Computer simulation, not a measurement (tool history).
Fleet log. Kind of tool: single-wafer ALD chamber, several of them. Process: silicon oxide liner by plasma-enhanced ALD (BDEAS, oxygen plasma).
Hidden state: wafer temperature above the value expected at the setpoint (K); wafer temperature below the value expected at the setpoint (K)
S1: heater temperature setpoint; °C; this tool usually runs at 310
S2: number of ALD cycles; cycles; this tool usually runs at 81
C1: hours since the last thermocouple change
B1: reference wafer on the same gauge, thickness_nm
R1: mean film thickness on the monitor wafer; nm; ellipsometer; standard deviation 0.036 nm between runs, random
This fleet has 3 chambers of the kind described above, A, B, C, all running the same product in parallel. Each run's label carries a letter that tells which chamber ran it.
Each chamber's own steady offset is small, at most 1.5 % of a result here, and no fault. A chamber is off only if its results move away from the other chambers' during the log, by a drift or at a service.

{"run": "1B", "hour": 4.6, "S1": 310, "S2": 81, "C1": 1342.2, "B1": 8.651, "R1": 7.5032}
{"run": "2A", "hour": 8.0, "S1": 310, "S2": 81, "C1": 2074, "B1": 8.6547, "R1": 7.3279}
{"run": "3C", "hour": 11.3, "S1": 310, "S2": 81, "C1": 194.1, "B1": 8.6369, "R1": 7.3955}
{"run": "4B", "hour": 13.7, "S1": 310, "S2": 81, "C1": 1351.3, "B1": 8.6489, "R1": 7.5105}
{"run": "5C", "hour": 16.6, "S1": 297, "S2": 81, "C1": 199.4, "B1": 8.6423, "R1": 7.6307}
{"run": "6A", "hour": 19.7, "S1": 297, "S2": 81, "C1": 2085.7, "B1": 8.6481, "R1": 7.4833}
{"run": "7A", "hour": 24.1, "S1": 297, "S2": 81, "C1": 2090.1, "B1": 8.6497, "R1": 7.5066}
{"run": "8B", "hour": 26.9, "S1": 310, "S2": 81, "C1": 1364.5, "B1": 8.6517, "R1": 7.4785}
{"run": "9C", "hour": 30.1, "S1": 310, "S2": 81, "C1": 212.9, "B1": 8.6445, "R1": 7.442}
{"run": "10C", "hour": 34.3, "S1": 298, "S2": 88, "C1": 217.1, "B1": 8.651, "R1": 8.2761}
{"run": "11B", "hour": 37.9, "S1": 298, "S2": 88, "C1": 1375.5, "B1": 8.6433, "R1": 8.2849}
{"run": "12A", "hour": 40.1, "S1": 298, "S2": 88, "C1": 2106.1, "B1": 8.6438, "R1": 8.1251}
{"run": "13C", "hour": 43.2, "S1": 310, "S2": 81, "C1": 226, "B1": 8.6515, "R1": 7.3818}
{"run": "14A", "hour": 45.4, "S1": 305, "S2": 81, "C1": 2111.4, "B1": 8.6558, "R1": 7.3506}
{"run": "15B", "hour": 47.5, "S1": 305, "S2": 81, "C1": 1385.1, "B1": 8.6461, "R1": 7.6001}
{"run": "16A", "hour": 50.3, "S1": 305, "S2": 81, "C1": 2116.3, "B1": 8.6576, "R1": 7.3747}
{"run": "17C", "hour": 53.1, "S1": 310, "S2": 81, "C1": 235.9, "B1": 8.6437, "R1": 7.3913}
{"run": "18B", "hour": 55.9, "S1": 310, "S2": 81, "C1": 1393.5, "B1": 8.6567, "R1": 7.49}
{"run": "19A", "hour": 59.3, "S1": 320, "S2": 66, "C1": 2125.3, "B1": 8.6674, "R1": 5.8748}
{"run": "20B", "hour": 62.5, "S1": 320, "S2": 66, "C1": 1400.1, "B1": 8.6569, "R1": 6.0495}
{"run": "21C", "hour": 66.4, "S1": 320, "S2": 66, "C1": 249.2, "B1": 8.6565, "R1": 5.9436}
{"run": "22A", "hour": 70.6, "S1": 323, "S2": 95, "C1": 2136.6, "B1": 8.6464, "R1": 8.4545}
{"run": "23C", "hour": 75.2, "S1": 323, "S2": 95, "C1": 258, "B1": 8.6422, "R1": 8.5519}
{"run": "24B", "hour": 77.8, "S1": 323, "S2": 95, "C1": 1415.4, "B1": 8.6465, "R1": 8.6621}
{"run": "25B", "hour": 80.2, "S1": 310, "S2": 81, "C1": 1417.8, "B1": 8.6491, "R1": 7.5423}
{"run": "26A", "hour": 82.4, "S1": 310, "S2": 81, "C1": 2148.4, "B1": 8.6621, "R1": 7.3185}
{"run": "27C", "hour": 87.0, "S1": 297, "S2": 89, "C1": 269.8, "B1": 8.6415, "R1": 8.3254}
{"run": "28B", "hour": 91.4, "S1": 297, "S2": 89, "C1": 1429, "B1": 8.6344, "R1": 8.5137}
{"run": "29C", "hour": 94.3, "S1": 297, "S2": 89, "C1": 277.1, "B1": 8.6503, "R1": 8.3822}
{"run": "30A", "hour": 97.7, "S1": 310, "S2": 81, "C1": 2163.7, "B1": 8.6437, "R1": 7.373}

Is one chamber off against the others, does the gauge drift, or is nothing wrong? If a chamber is off, say which, and what the likeliest cause is.

Beyond each chamber's small constant offset nothing stands out, and the gauge stays steady.
